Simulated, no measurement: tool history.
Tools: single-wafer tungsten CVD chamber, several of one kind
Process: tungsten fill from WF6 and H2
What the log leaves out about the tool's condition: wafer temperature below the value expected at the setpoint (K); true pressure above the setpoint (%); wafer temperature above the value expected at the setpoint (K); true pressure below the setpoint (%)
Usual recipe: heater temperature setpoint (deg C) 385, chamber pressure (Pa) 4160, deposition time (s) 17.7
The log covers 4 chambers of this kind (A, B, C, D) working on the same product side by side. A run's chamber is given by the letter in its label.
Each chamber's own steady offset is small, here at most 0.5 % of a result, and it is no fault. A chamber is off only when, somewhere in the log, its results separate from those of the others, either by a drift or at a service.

| run | day | heater temperature setpoint (deg C) | chamber pressure (Pa) | deposition time (s) | hours since the last thermocouple change | hours since the last manometer calibration | read-back reference wafer on the same gauge, thickness_nm | mean film thickness on the monitor wafer (Å) |
|---|---|---|---|---|---|---|---|---|
| 1B | 0.221 | 385 | 4160 | 17.7 | 1926.8 | 1202.4 | 43.300 | 393.64 |
| 2A | 0.425 | 385 | 4160 | 17.7 | 314.3 | 1316.4 | 43.328 | 393.50 |
| 3C | 0.675 | 385 | 4160 | 17.7 | 1290.5 | 862.4 | 43.267 | 390.02 |
| 4D | 0.842 | 385 | 4160 | 17.7 | 1299.6 | 1105.3 | 43.301 | 395.66 |
| 5B | 1.033 | 385 | 4160 | 17.7 | 1946.3 | 1221.9 | 43.321 | 393.83 |
| 6D | 1.183 | 385 | 4160 | 17.7 | 1307.8 | 1113.5 | 43.307 | 391.96 |
| 7C | 1.371 | 385 | 4160 | 17.7 | 1307.2 | 879.1 | 43.302 | 392.10 |
| 8A | 1.596 | 385 | 4160 | 17.7 | 342.4 | 1344.5 | 43.281 | 389.87 |
| 9D | 1.842 | 385 | 4160 | 17.7 | 1323.6 | 1129.3 | 43.278 | 394.68 |
| 10C | 2.100 | 385 | 4160 | 17.7 | 1324.7 | 896.6 | 43.313 | 390.83 |
| 11B | 2.383 | 385 | 4160 | 17.7 | 1978.7 | 1254.3 | 43.292 | 392.77 |
| 12A | 2.646 | 385 | 4160 | 17.7 | 367.6 | 1369.7 | 43.292 | 390.46 |
| 13C | 2.879 | 385 | 4160 | 17.7 | 1343.4 | 915.3 | 43.289 | 392.12 |
| 14A | 3.162 | 385 | 4160 | 17.7 | 380.0 | 1382.1 | 43.331 | 389.01 |
| 15D | 3.379 | 385 | 4160 | 17.7 | 1360.5 | 1166.2 | 43.301 | 393.28 |
| 16B | 3.638 | 385 | 4160 | 17.7 | 2008.8 | 1284.4 | 43.286 | 392.16 |
| 17A | 3.862 | 385 | 4613 | 17.7 | 396.8 | 1398.9 | 43.302 | 410.61 |
| 18B | 4.021 | 385 | 4613 | 17.7 | 2018.0 | 1293.6 | 43.295 | 412.09 |
| 19D | 4.246 | 385 | 4613 | 17.7 | 1381.3 | 1187.0 | 43.293 | 414.01 |
|  | 4.304 | chamber B: thermocouple changed; heater temperature recalibrated |
| 20C | 4.421 | 385 | 4613 | 17.7 | 1380.4 | 952.3 | 43.294 | 411.18 |
| 21B | 4.633 | 385 | 4160 | 17.7 | 7.9 | 1308.3 | 43.263 | 393.49 |
| 22A | 4.854 | 385 | 4160 | 17.7 | 420.6 | 1422.7 | 43.306 | 390.79 |
| 23C | 5.108 | 385 | 4160 | 17.7 | 1396.9 | 968.8 | 43.284 | 391.26 |
| 24D | 5.246 | 395 | 3426 | 17.7 | 1405.3 | 1211.0 | 43.295 | 435.84 |
| 25C | 5.425 | 395 | 3426 | 17.7 | 1404.5 | 976.4 | 43.345 | 433.40 |
| 26A | 5.662 | 395 | 3426 | 17.7 | 440.0 | 1442.1 | 43.322 | 432.71 |
| 27D | 5.904 | 395 | 3426 | 17.7 | 1421.1 | 1226.8 | 43.290 | 435.75 |
| 28B | 6.042 | 385 | 4160 | 17.7 | 41.7 | 1342.1 | 43.312 | 393.45 |
| 29A | 6.275 | 385 | 4160 | 17.7 | 454.7 | 1456.8 | 43.237 | 391.35 |
| 30D | 6.525 | 385 | 4160 | 17.7 | 1436.0 | 1241.7 | 43.304 | 393.65 |
| 31C | 6.788 | 385 | 4160 | 17.7 | 1437.2 | 1009.1 | 43.278 | 390.32 |
| 32B | 6.975 | 385 | 4160 | 17.7 | 64.1 | 1364.5 | 43.301 | 392.81 |
| 33C | 7.233 | 385 | 4160 | 17.7 | 1447.9 | 1019.8 | 43.326 | 390.14 |
| 34A | 7.492 | 398 | 4160 | 17.7 | 483.9 | 1486.0 | 43.286 | 501.93 |
| 35D | 7.700 | 398 | 4160 | 17.7 | 1464.2 | 1269.9 | 43.300 | 508.70 |
|  | 7.833 | chamber C: thermocouple changed; heater temperature recalibrated |
| 36B | 7.950 | 398 | 4160 | 17.7 | 87.5 | 1387.9 | 43.256 | 504.22 |
| 37A | 8.121 | 398 | 4160 | 17.7 | 499.0 | 1501.1 | 43.273 | 500.45 |
| 38C | 8.371 | 385 | 4160 | 17.7 | 12.9 | 1047.1 | 43.300 | 389.82 |
| 39D | 8.571 | 385 | 4160 | 17.7 | 1485.1 | 1290.8 | 43.297 | 390.85 |

All 4 chambers run these settings next. Forecast each chamber's results:
| 40A | 8.779 | 385 | 4160 | 17.7 |  |  |  | ? |
| 40B | 8.779 | 385 | 4160 | 17.7 |  |  |  | ? |
| 40C | 8.779 | 385 | 4160 | 17.7 |  |  |  | ? |
| 40D | 8.779 | 385 | 4160 | 17.7 |  |  |  | ? |

| run | mean film thickness on the monitor wafer (Å) |
|---|---|
| 40A | 392.42 |
| 40B | 393.65 |
| 40C | 390.29 |
| 40D | 393.88 |

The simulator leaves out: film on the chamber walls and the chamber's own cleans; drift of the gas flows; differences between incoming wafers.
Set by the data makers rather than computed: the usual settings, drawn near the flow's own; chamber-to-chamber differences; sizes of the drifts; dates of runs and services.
